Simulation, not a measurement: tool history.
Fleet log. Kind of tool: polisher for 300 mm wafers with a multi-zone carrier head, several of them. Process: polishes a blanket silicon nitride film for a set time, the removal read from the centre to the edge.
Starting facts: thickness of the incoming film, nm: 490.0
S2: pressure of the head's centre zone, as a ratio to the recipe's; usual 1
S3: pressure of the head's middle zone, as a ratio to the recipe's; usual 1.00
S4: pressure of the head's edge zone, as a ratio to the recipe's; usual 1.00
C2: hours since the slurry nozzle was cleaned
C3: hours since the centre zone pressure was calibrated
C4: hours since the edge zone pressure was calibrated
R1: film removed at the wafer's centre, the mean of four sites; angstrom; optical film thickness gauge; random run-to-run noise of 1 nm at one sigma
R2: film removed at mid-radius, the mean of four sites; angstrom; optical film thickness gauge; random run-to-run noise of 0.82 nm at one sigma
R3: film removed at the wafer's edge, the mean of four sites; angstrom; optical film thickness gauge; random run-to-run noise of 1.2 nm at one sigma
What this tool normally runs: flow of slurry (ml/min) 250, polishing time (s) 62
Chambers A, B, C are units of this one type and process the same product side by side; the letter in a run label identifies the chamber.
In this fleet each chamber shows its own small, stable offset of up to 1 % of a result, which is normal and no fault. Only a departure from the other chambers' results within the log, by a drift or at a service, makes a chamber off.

{"run": "1A", "day": 0.121, "flow of slurry (ml/min)": 250, "S2": 1, "S3": 1.0, "S4": 1.0, "polishing time (s)": 62, "wafers polished on this pad": 267, "C2": 304.3, "C3": 121.5, "C4": 454.0, "R1": 824.92, "R2": 821.44, "R3": 856.2}
{"run": "2B", "day": 0.292, "flow of slurry (ml/min)": 250, "S2": 1, "S3": 1.0, "S4": 1.0, "polishing time (s)": 62, "wafers polished on this pad": 443, "C2": 518.4, "C3": 583.5, "C4": 730.5, "R1": 837.27, "R2": 819.91, "R3": 841.39}
{"run": "3C", "day": 0.438, "flow of slurry (ml/min)": 250, "S2": 1, "S3": 1.0, "S4": 1.0, "polishing time (s)": 62, "wafers polished on this pad": 159, "C2": 297.9, "C3": 141.0, "C4": 1015.3, "R1": 808.1, "R2": 822.02, "R3": 829.76}
{"run": "4C", "day": 0.65, "flow of slurry (ml/min)": 250, "S2": 1, "S3": 1.0, "S4": 1.0, "polishing time (s)": 62, "wafers polished on this pad": 223, "C2": 303.0, "C3": 146.1, "C4": 1020.4, "R1": 816.35, "R2": 813.6, "R3": 813.32}
{"day": 0.729, "done": "chamber A: edge zone pressure recalibrated"}
{"run": "5A", "day": 0.862, "flow of slurry (ml/min)": 250, "S2": 1, "S3": 0.89, "S4": 0.93, "polishing time (s)": 62, "wafers polished on this pad": 492, "C2": 322.1, "C3": 139.3, "C4": 3.3, "R1": 816.93, "R2": 741.05, "R3": 812.22}
{"run": "6B", "day": 0.967, "flow of slurry (ml/min)": 250, "S2": 1, "S3": 0.89, "S4": 0.93, "polishing time (s)": 62, "wafers polished on this pad": 648, "C2": 534.6, "C3": 599.7, "C4": 746.7, "R1": 828.94, "R2": 739.41, "R3": 811.7}
{"run": "7A", "day": 1.183, "flow of slurry (ml/min)": 250, "S2": 1, "S3": 0.89, "S4": 0.93, "polishing time (s)": 62, "wafers polished on this pad": 590, "C2": 329.8, "C3": 147.0, "C4": 11.0, "R1": 821.74, "R2": 735.53, "R3": 792.59}
{"run": "8B", "day": 1.333, "flow of slurry (ml/min)": 250, "S2": 1, "S3": 1.0, "S4": 1.0, "polishing time (s)": 62, "wafers polished on this pad": 759, "C2": 543.4, "C3": 608.5, "C4": 755.5, "R1": 826.92, "R2": 836.43, "R3": 816.71}
{"run": "9C", "day": 1.475, "flow of slurry (ml/min)": 250, "S2": 1, "S3": 1.0, "S4": 1.0, "polishing time (s)": 62, "wafers polished on this pad": 474, "C2": 322.8, "C3": 165.9, "C4": 1040.2, "R1": 818.64, "R2": 819.47, "R3": 818.25}
{"run": "10C", "day": 1.638, "flow of slurry (ml/min)": 250, "S2": 1, "S3": 1.0, "S4": 1.0, "polishing time (s)": 62, "wafers polished on this pad": 523, "C2": 326.7, "C3": 169.8, "C4": 1044.1, "R1": 821.32, "R2": 812.85, "R3": 844.55}
{"day": 1.821, "done": "chamber A: worn pad replaced by a new one"}
{"run": "11B", "day": 1.862, "flow of slurry (ml/min)": 250, "S2": 1, "S3": 1.0, "S4": 1.0, "polishing time (s)": 62, "wafers polished on this pad": 920, "C2": 556.1, "C3": 621.2, "C4": 768.2, "R1": 820.99, "R2": 816.88, "R3": 811.95}
{"run": "12A", "day": 2.058, "flow of slurry (ml/min)": 250, "S2": 1, "S3": 1.0, "S4": 1.0, "polishing time (s)": 62, "wafers polished on this pad": 72, "C2": 350.8, "C3": 168.0, "C4": 32.0, "R1": 839.24, "R2": 829.23, "R3": 813.87}
{"run": "13A", "day": 2.2, "flow of slurry (ml/min)": 210, "S2": 1, "S3": 1.0, "S4": 1.0, "polishing time (s)": 62, "wafers polished on this pad": 115, "C2": 354.2, "C3": 171.4, "C4": 35.4, "R1": 818.31, "R2": 807.34, "R3": 812.45}
{"run": "14C", "day": 2.367, "flow of slurry (ml/min)": 210, "S2": 1, "S3": 1.0, "S4": 1.0, "polishing time (s)": 62, "wafers polished on this pad": 744, "C2": 344.2, "C3": 187.3, "C4": 1061.6, "R1": 774.63, "R2": 807.37, "R3": 805.91}
{"run": "15B", "day": 2.512, "flow of slurry (ml/min)": 210, "S2": 1, "S3": 1.0, "S4": 1.0, "polishing time (s)": 62, "wafers polished on this pad": 1117, "C2": 571.7, "C3": 636.8, "C4": 783.8, "R1": 809.24, "R2": 799.02, "R3": 813.96}
{"day": 2.554, "done": "chamber C: worn pad replaced by a new one"}
{"run": "16C", "day": 2.667, "flow of slurry (ml/min)": 250, "S2": 1, "S3": 1.0, "S4": 1.0, "polishing time (s)": 62, "wafers polished on this pad": 34, "C2": 351.4, "C3": 194.5, "C4": 1068.8, "R1": 803.48, "R2": 821.34, "R3": 818.26}
{"day": 2.846, "done": "chamber B: worn pad replaced by a new one"}
{"run": "17A", "day": 2.875, "flow of slurry (ml/min)": 250, "S2": 1, "S3": 1.0, "S4": 1.0, "polishing time (s)": 62, "wafers polished on this pad": 320, "C2": 370.4, "C3": 187.6, "C4": 51.6, "R1": 825.37, "R2": 821.44, "R3": 841.37}
{"run": "18B", "day": 3.038, "flow of slurry (ml/min)": 250, "S2": 1, "S3": 1.0, "S4": 1.0, "polishing time (s)": 62, "wafers polished on this pad": 58, "C2": 584.3, "C3": 649.4, "C4": 796.4, "R1": 821.39, "R2": 822.94, "R3": 827.66}
{"day": 3.05, "done": "chamber C: slurry nozzle cleaned"}
{"run": "19A", "day": 3.258, "flow of slurry (ml/min)": 250, "S2": 1, "S3": 1.0, "S4": 1.0, "polishing time (s)": 62, "wafers polished on this pad": 436, "C2": 379.6, "C3": 196.8, "C4": 60.8, "R1": 822.95, "R2": 826.0, "R3": 824.01}
{"day": 3.45, "done": "chamber C: edge zone pressure recalibrated"}
{"run": "20C", "day": 3.471, "flow of slurry (ml/min)": 250, "S2": 1, "S3": 1.0, "S4": 1.0, "polishing time (s)": 62, "wafers polished on this pad": 278, "C2": 10.1, "C3": 213.8, "C4": 0.6, "R1": 787.44, "R2": 837.91, "R3": 837.63}
{"run": "21B", "day": 3.642, "flow of slurry (ml/min)": 250, "S2": 1, "S3": 1.0, "S4": 1.0, "polishing time (s)": 62, "wafers polished on this pad": 241, "C2": 598.8, "C3": 663.9, "C4": 810.9, "R1": 818.27, "R2": 815.66, "R3": 856.33}
{"run": "22C", "day": 3.792, "flow of slurry (ml/min)": 250, "S2": 1, "S3": 0.88, "S4": 1.08, "polishing time (s)": 62, "wafers polished on this pad": 376, "C2": 17.8, "C3": 221.5, "C4": 8.3, "R1": 765.85, "R2": 734.89, "R3": 863.35}
{"day": 3.904, "done": "chamber A: worn pad replaced by a new one"}
{"run": "23B", "day": 3.912, "flow of slurry (ml/min)": 250, "S2": 1, "S3": 0.88, "S4": 1.08, "polishing time (s)": 62, "wafers polished on this pad": 324, "C2": 605.3, "C3": 670.4, "C4": 817.4, "R1": 831.78, "R2": 720.97, "R3": 856.05}
{"run": "24A", "day": 4.046, "flow of slurry (ml/min)": 250, "S2": 1, "S3": 0.88, "S4": 1.08, "polishing time (s)": 62, "wafers polished on this pad": 43, "C2": 398.5, "C3": 215.7, "C4": 79.7, "R1": 812.1, "R2": 738.6, "R3": 866.19}
{"run": "25B", "day": 4.188, "flow of slurry (ml/min)": 250, "S2": 1, "S3": 1.0, "S4": 1.0, "polishing time (s)": 62, "wafers polished on this pad": 407, "C2": 611.9, "C3": 677.0, "C4": 824.0, "R1": 810.8, "R2": 821.67, "R3": 819.85}
{"run": "26C", "day": 4.367, "flow of slurry (ml/min)": 250, "S2": 1, "S3": 1.0, "S4": 1.0, "polishing time (s)": 62, "wafers polished on this pad": 550, "C2": 31.6, "C3": 235.3, "C4": 22.1, "R1": 769.58, "R2": 805.73, "R3": 827.76}
{"run": "27A", "day": 4.508, "flow of slurry (ml/min)": 250, "S2": 1, "S3": 1.0, "S4": 1.0, "polishing time (s)": 62, "wafers polished on this pad": 184, "C2": 409.6, "C3": 226.8, "C4": 90.8, "R1": 808.15, "R2": 829.09, "R3": 825.52}
{"run": "28B", "day": 4.708, "flow of slurry (ml/min)": 250, "S2": 1, "S3": 1.0, "S4": 1.0, "polishing time (s)": 62, "wafers polished on this pad": 565, "C2": 624.4, "C3": 689.5, "C4": 836.5, "R1": 811.47, "R2": 823.44, "R3": 817.41}
{"run": "29C", "day": 4.821, "flow of slurry (ml/min)": 250, "S2": 1, "S3": 1.0, "S4": 1.0, "polishing time (s)": 62, "wafers polished on this pad": 688, "C2": 42.5, "C3": 246.2, "C4": 33.0, "R1": 764.64, "R2": 807.88, "R3": 810.71}
{"day": 4.858, "done": "chamber C: worn pad replaced by a new one"}
{"run": "30A", "day": 5.012, "flow of slurry (ml/min)": 250, "S2": 1, "S3": 1.0, "S4": 1.0, "polishing time (s)": 62, "wafers polished on this pad": 337, "C2": 421.7, "C3": 238.9, "C4": 102.9, "R1": 815.34, "R2": 816.6, "R3": 849.79}
{"run": "31A", "day": 5.246, "flow of slurry (ml/min)": 250, "S2": 1, "S3": 1.0, "S4": 1.0, "polishing time (s)": 62, "wafers polished on this pad": 408, "C2": 427.3, "C3": 244.5, "C4": 108.5, "R1": 830.2, "R2": 809.28, "R3": 810.47}
{"run": "32C", "day": 5.438, "flow of slurry (ml/min)": 250, "S2": 1, "S3": 1.0, "S4": 1.0, "polishing time (s)": 62, "wafers polished on this pad": 176, "C2": 57.3, "C3": 261.0, "C4": 47.8, "R1": 738.53, "R2": 825.19, "R3": 824.4}
{"run": "33B", "day": 5.633, "flow of slurry (ml/min)": 250, "S2": 1, "S3": 1.0, "S4": 1.0, "polishing time (s)": 62, "wafers polished on this pad": 846, "C2": 646.6, "C3": 711.7, "C4": 858.7, "R1": 827.18, "R2": 811.46, "R3": 817.15}
{"run": "34B", "day": 5.854, "flow of slurry (ml/min)": 250, "S2": 1, "S3": 1.0, "S4": 1.0, "polishing time (s)": 62, "wafers polished on this pad": 913, "C2": 651.9, "C3": 717.0, "C4": 864.0, "R1": 830.0, "R2": 817.96, "R3": 812.64}
{"run": "35C", "day": 5.975, "flow of slurry (ml/min)": 250, "S2": 1, "S3": 1.0, "S4": 1.0, "polishing time (s)": 62, "wafers polished on this pad": 339, "C2": 70.2, "C3": 273.9, "C4": 60.7, "R1": 741.57, "R2": 819.12, "R3": 825.32}
{"run": "36A", "day": 6.175, "flow of slurry (ml/min)": 250, "S2": 1, "S3": 1.0, "S4": 1.0, "polishing time (s)": 62, "wafers polished on this pad": 690, "C2": 449.6, "C3": 266.8, "C4": 130.8, "R1": 819.44, "R2": 829.08, "R3": 802.06}
{"run": "37C", "day": 6.338, "flow of slurry (ml/min)": 250, "S2": 1, "S3": 1.0, "S4": 1.0, "polishing time (s)": 62, "wafers polished on this pad": 449, "C2": 78.9, "C3": 282.6, "C4": 69.4, "R1": 742.71, "R2": 818.18, "R3": 828.24}
{"day": 6.367, "done": "chamber A: worn pad replaced by a new one"}
{"run": "38B", "day": 6.538, "flow of slurry (ml/min)": 250, "S2": 1, "S3": 1.0, "S4": 1.0, "polishing time (s)": 62, "wafers polished on this pad": 1121, "C2": 668.3, "C3": 733.4, "C4": 880.4, "R1": 828.43, "R2": 804.15, "R3": 817.35}
{"run": "39A", "day": 6.642, "flow of slurry (ml/min)": 250, "S2": 1, "S3": 1.0, "S4": 1.0, "polishing time (s)": 62, "wafers polished on this pad": 83, "C2": 460.8, "C3": 278.0, "C4": 142.0, "R1": 810.88, "R2": 822.62, "R3": 801.78}
{"run": "40C", "day": 6.788, "flow of slurry (ml/min)": 250, "S2": 1, "S3": 1.0, "S4": 1.0, "polishing time (s)": 62, "wafers polished on this pad": 586, "C2": 89.7, "C3": 293.4, "C4": 80.2, "R1": 729.69, "R2": 829.6, "R3": 819.26}
{"run": "41B", "day": 6.929, "flow of slurry (ml/min)": 250, "S2": 1, "S3": 1.0, "S4": 1.0, "polishing time (s)": 62, "wafers polished on this pad": 1240, "C2": 677.7, "C3": 742.8, "C4": 889.8, "R1": 812.7, "R2": 825.47, "R3": 842.42}
{"run": "42A", "day": 7.079, "flow of slurry (ml/min)": 250, "S2": 1, "S3": 1.0, "S4": 1.0, "polishing time (s)": 62, "wafers polished on this pad": 216, "C2": 471.3, "C3": 288.5, "C4": 152.5, "R1": 801.14, "R2": 827.29, "R3": 826.37}

Predict what each chamber gives when all 3 of them run the settings below next.
{"run": "43A", "day": 7.25, "flow of slurry (ml/min)": 250, "S2": 1, "S3": 1.0, "S4": 1.0, "polishing time (s)": 75, "R1": "?", "R2": "?", "R3": "?"}
{"run": "43B", "day": 7.25, "flow of slurry (ml/min)": 250, "S2": 1, "S3": 1.0, "S4": 1.0, "polishing time (s)": 75, "R1": "?", "R2": "?", "R3": "?"}
{"run": "43C", "day": 7.25, "flow of slurry (ml/min)": 250, "S2": 1, "S3": 1.0, "S4": 1.0, "polishing time (s)": 75, "R1": "?", "R2": "?", "R3": "?"}

run=43A R1=980.11 R2=995.32 R3=1007.90
run=43B R1=998.92 R2=996.50 R3=1013.10
run=43C R1=869.60 R2=990.57 R3=1018.80
